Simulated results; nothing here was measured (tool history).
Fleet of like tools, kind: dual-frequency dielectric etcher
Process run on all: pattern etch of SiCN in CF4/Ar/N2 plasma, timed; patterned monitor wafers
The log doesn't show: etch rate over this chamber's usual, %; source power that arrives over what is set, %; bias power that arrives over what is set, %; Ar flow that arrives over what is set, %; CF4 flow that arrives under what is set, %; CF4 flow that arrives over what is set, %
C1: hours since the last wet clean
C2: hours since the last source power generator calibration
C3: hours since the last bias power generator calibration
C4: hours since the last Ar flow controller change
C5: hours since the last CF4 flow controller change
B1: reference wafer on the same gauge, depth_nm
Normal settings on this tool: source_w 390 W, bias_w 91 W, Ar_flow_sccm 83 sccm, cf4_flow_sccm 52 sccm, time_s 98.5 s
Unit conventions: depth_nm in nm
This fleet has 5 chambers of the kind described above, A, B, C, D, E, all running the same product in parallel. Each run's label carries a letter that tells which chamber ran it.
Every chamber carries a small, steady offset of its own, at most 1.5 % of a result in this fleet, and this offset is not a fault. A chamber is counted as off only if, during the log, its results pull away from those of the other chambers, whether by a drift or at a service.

{"run": "1C", "hour": 7.3, "source_w": 390, "bias_w": 91, "Ar_flow_sccm": 83, "cf4_flow_sccm": 52, "time_s": 98.5, "C1": 21.8, "C2": 3443.8, "C3": 2950.7, "C4": 4612.9, "C5": 2388.5, "B1": 64.399, "depth_nm": 81.101}
{"run": "2A", "hour": 13.4, "source_w": 390, "bias_w": 91, "Ar_flow_sccm": 83, "cf4_flow_sccm": 52, "time_s": 98.5, "C1": 343.5, "C2": 91.8, "C3": 64.7, "C4": 2695.3, "C5": 3243.4, "B1": 64.412, "depth_nm": 81.093}
{"hour": 15.2, "done": "chamber C: bias power generator calibrated"}
{"run": "3B", "hour": 20.8, "source_w": 390, "bias_w": 91, "Ar_flow_sccm": 83, "cf4_flow_sccm": 52, "time_s": 98.5, "C1": 137.5, "C2": 1736.3, "C3": 540.9, "C4": 3057.0, "C5": 3136.0, "B1": 64.438, "depth_nm": 80.089}
{"run": "4E", "hour": 24.7, "source_w": 390, "bias_w": 91, "Ar_flow_sccm": 83, "cf4_flow_sccm": 52, "time_s": 98.5, "C1": 202.3, "C2": 3465.6, "C3": 585.4, "C4": 2960.1, "C5": 1894.8, "B1": 64.463, "depth_nm": 79.864}
{"run": "5D", "hour": 31.2, "source_w": 390, "bias_w": 91, "Ar_flow_sccm": 83, "cf4_flow_sccm": 52, "time_s": 98.5, "C1": 491.5, "C2": 1873.6, "C3": 753.2, "C4": 218.6, "C5": 2777.3, "B1": 64.485, "depth_nm": 79.925}
{"run": "6B", "hour": 36.4, "source_w": 390, "bias_w": 91, "Ar_flow_sccm": 83, "cf4_flow_sccm": 52, "time_s": 98.5, "C1": 153.1, "C2": 1751.9, "C3": 556.5, "C4": 3072.6, "C5": 3151.6, "B1": 64.466, "depth_nm": 80.167}
{"run": "7A", "hour": 42.6, "source_w": 390, "bias_w": 91, "Ar_flow_sccm": 83, "cf4_flow_sccm": 52, "time_s": 98.5, "C1": 372.7, "C2": 121.0, "C3": 93.9, "C4": 2724.5, "C5": 3272.6, "B1": 64.525, "depth_nm": 81.283}
{"run": "8E", "hour": 49.5, "source_w": 390, "bias_w": 91, "Ar_flow_sccm": 83, "cf4_flow_sccm": 52, "time_s": 98.5, "C1": 227.1, "C2": 3490.4, "C3": 610.2, "C4": 2984.9, "C5": 1919.6, "B1": 64.529, "depth_nm": 80.278}
{"run": "9D", "hour": 53.3, "source_w": 390, "bias_w": 91, "Ar_flow_sccm": 83, "cf4_flow_sccm": 52, "time_s": 98.5, "C1": 513.6, "C2": 1895.7, "C3": 775.3, "C4": 240.7, "C5": 2799.4, "B1": 64.54, "depth_nm": 80.199}
{"run": "10C", "hour": 57.2, "source_w": 390, "bias_w": 91, "Ar_flow_sccm": 83, "cf4_flow_sccm": 52, "time_s": 98.5, "C1": 71.7, "C2": 3493.7, "C3": 42.1, "C4": 4662.8, "C5": 2438.4, "B1": 64.533, "depth_nm": 81.565}
{"run": "11B", "hour": 61.7, "source_w": 390, "bias_w": 91, "Ar_flow_sccm": 83, "cf4_flow_sccm": 52, "time_s": 98.5, "C1": 178.4, "C2": 1777.2, "C3": 581.8, "C4": 3097.9, "C5": 3176.9, "B1": 64.543, "depth_nm": 80.356}
{"run": "12E", "hour": 69.4, "source_w": 390, "bias_w": 91, "Ar_flow_sccm": 83, "cf4_flow_sccm": 52, "time_s": 98.5, "C1": 247.0, "C2": 3510.3, "C3": 630.1, "C4": 3004.8, "C5": 1939.5, "B1": 64.583, "depth_nm": 80.112}
{"hour": 71.0, "done": "chamber D: wet clean of the chamber"}
{"run": "13D", "hour": 76.1, "source_w": 390, "bias_w": 91, "Ar_flow_sccm": 83, "cf4_flow_sccm": 52, "time_s": 98.5, "C1": 5.2, "C2": 1918.5, "C3": 798.1, "C4": 263.5, "C5": 2822.2, "B1": 64.584, "depth_nm": 80.26}
{"run": "14C", "hour": 82.3, "source_w": 390, "bias_w": 91, "Ar_flow_sccm": 83, "cf4_flow_sccm": 52, "time_s": 98.5, "C1": 96.8, "C2": 3518.8, "C3": 67.2, "C4": 4687.9, "C5": 2463.5, "B1": 64.61, "depth_nm": 81.563}
{"run": "15A", "hour": 87.1, "source_w": 390, "bias_w": 91, "Ar_flow_sccm": 83, "cf4_flow_sccm": 52, "time_s": 98.5, "C1": 417.2, "C2": 165.5, "C3": 138.4, "C4": 2769.0, "C5": 3317.1, "B1": 64.588, "depth_nm": 81.36}
{"hour": 88.9, "done": "chamber B: CF4 flow controller replaced"}
{"run": "16A", "hour": 92.9, "source_w": 390, "bias_w": 91, "Ar_flow_sccm": 83, "cf4_flow_sccm": 52, "time_s": 123.0, "C1": 423.0, "C2": 171.3, "C3": 144.2, "C4": 2774.8, "C5": 3322.9, "B1": 64.631, "depth_nm": 101.49}
{"run": "17C", "hour": 101.5, "source_w": 390, "bias_w": 91, "Ar_flow_sccm": 83, "cf4_flow_sccm": 52, "time_s": 123.0, "C1": 116.0, "C2": 3538.0, "C3": 86.4, "C4": 4707.1, "C5": 2482.7, "B1": 64.667, "depth_nm": 101.56}
{"run": "18E", "hour": 105.8, "source_w": 390, "bias_w": 91, "Ar_flow_sccm": 83, "cf4_flow_sccm": 52, "time_s": 123.0, "C1": 283.4, "C2": 3546.7, "C3": 666.5, "C4": 3041.2, "C5": 1975.9, "B1": 64.646, "depth_nm": 100.39}
{"run": "19D", "hour": 109.7, "source_w": 390, "bias_w": 91, "Ar_flow_sccm": 83, "cf4_flow_sccm": 52, "time_s": 123.0, "C1": 38.8, "C2": 1952.1, "C3": 831.7, "C4": 297.1, "C5": 2855.8, "B1": 64.612, "depth_nm": 100.26}
{"run": "20B", "hour": 114.4, "source_w": 390, "bias_w": 91, "Ar_flow_sccm": 83, "cf4_flow_sccm": 52, "time_s": 123.0, "C1": 231.1, "C2": 1829.9, "C3": 634.5, "C4": 3150.6, "C5": 25.5, "B1": 64.65, "depth_nm": 100.7}
{"run": "21B", "hour": 122.0, "source_w": 390, "bias_w": 91, "Ar_flow_sccm": 83, "cf4_flow_sccm": 52, "time_s": 98.5, "C1": 238.7, "C2": 1837.5, "C3": 642.1, "C4": 3158.2, "C5": 33.1, "B1": 64.697, "depth_nm": 80.503}
{"run": "22D", "hour": 126.8, "source_w": 390, "bias_w": 91, "Ar_flow_sccm": 83, "cf4_flow_sccm": 52, "time_s": 98.5, "C1": 55.9, "C2": 1969.2, "C3": 848.8, "C4": 314.2, "C5": 2872.9, "B1": 64.667, "depth_nm": 80.484}
{"run": "23E", "hour": 134.2, "source_w": 390, "bias_w": 91, "Ar_flow_sccm": 83, "cf4_flow_sccm": 52, "time_s": 98.5, "C1": 311.8, "C2": 3575.1, "C3": 694.9, "C4": 3069.6, "C5": 2004.3, "B1": 64.713, "depth_nm": 80.294}
{"run": "24A", "hour": 138.2, "source_w": 390, "bias_w": 104, "Ar_flow_sccm": 94, "cf4_flow_sccm": 52, "time_s": 98.5, "C1": 468.3, "C2": 216.6, "C3": 189.5, "C4": 2820.1, "C5": 3368.2, "B1": 64.712, "depth_nm": 84.302}
{"run": "25C", "hour": 145.9, "source_w": 390, "bias_w": 104, "Ar_flow_sccm": 94, "cf4_flow_sccm": 52, "time_s": 98.5, "C1": 160.4, "C2": 3582.4, "C3": 130.8, "C4": 4751.5, "C5": 2527.1, "B1": 64.751, "depth_nm": 84.322}
{"run": "26C", "hour": 154.5, "source_w": 390, "bias_w": 104, "Ar_flow_sccm": 94, "cf4_flow_sccm": 52, "time_s": 98.5, "C1": 169.0, "C2": 3591.0, "C3": 139.4, "C4": 4760.1, "C5": 2535.7, "B1": 64.727, "depth_nm": 84.531}
{"run": "27A", "hour": 162.2, "source_w": 390, "bias_w": 104, "Ar_flow_sccm": 94, "cf4_flow_sccm": 52, "time_s": 98.5, "C1": 492.3, "C2": 240.6, "C3": 213.5, "C4": 2844.1, "C5": 3392.2, "B1": 64.778, "depth_nm": 83.945}
{"run": "28B", "hour": 166.1, "source_w": 390, "bias_w": 104, "Ar_flow_sccm": 94, "cf4_flow_sccm": 52, "time_s": 98.5, "C1": 282.8, "C2": 1881.6, "C3": 686.2, "C4": 3202.3, "C5": 77.2, "B1": 64.791, "depth_nm": 83.199}
{"run": "29E", "hour": 174.2, "source_w": 390, "bias_w": 91, "Ar_flow_sccm": 83, "cf4_flow_sccm": 52, "time_s": 98.5, "C1": 351.8, "C2": 3615.1, "C3": 734.9, "C4": 3109.6, "C5": 2044.3, "B1": 64.775, "depth_nm": 80.828}
{"run": "30D", "hour": 180.6, "source_w": 390, "bias_w": 91, "Ar_flow_sccm": 83, "cf4_flow_sccm": 52, "time_s": 98.5, "C1": 109.7, "C2": 2023.0, "C3": 902.6, "C4": 368.0, "C5": 2926.7, "B1": 64.805, "depth_nm": 80.452}
{"run": "31E", "hour": 185.6, "source_w": 390, "bias_w": 91, "Ar_flow_sccm": 83, "cf4_flow_sccm": 48, "time_s": 98.5, "C1": 363.2, "C2": 3626.5, "C3": 746.3, "C4": 3121.0, "C5": 2055.7, "B1": 64.826, "depth_nm": 79.68}
{"run": "32B", "hour": 193.5, "source_w": 390, "bias_w": 91, "Ar_flow_sccm": 83, "cf4_flow_sccm": 48, "time_s": 98.5, "C1": 310.2, "C2": 1909.0, "C3": 713.6, "C4": 3229.7, "C5": 104.6, "B1": 64.847, "depth_nm": 79.884}

Next, every chamber runs the same settings. What will each give?
{"run": "33A", "hour": 199.8, "source_w": 460, "bias_w": 91, "Ar_flow_sccm": 83, "cf4_flow_sccm": 52, "time_s": 98.5, "depth_nm": "?"}
{"run": "33B", "hour": 199.8, "source_w": 460, "bias_w": 91, "Ar_flow_sccm": 83, "cf4_flow_sccm": 52, "time_s": 98.5, "depth_nm": "?"}
{"run": "33C", "hour": 199.8, "source_w": 460, "bias_w": 91, "Ar_flow_sccm": 83, "cf4_flow_sccm": 52, "time_s": 98.5, "depth_nm": "?"}
{"run": "33D", "hour": 199.8, "source_w": 460, "bias_w": 91, "Ar_flow_sccm": 83, "cf4_flow_sccm": 52, "time_s": 98.5, "depth_nm": "?"}
{"run": "33E", "hour": 199.8, "source_w": 460, "bias_w": 91, "Ar_flow_sccm": 83, "cf4_flow_sccm": 52, "time_s": 98.5, "depth_nm": "?"}

run=33A depth_nm=94.206
run=33B depth_nm=92.828
run=33C depth_nm=94.628
run=33D depth_nm=92.991
run=33E depth_nm=93.144
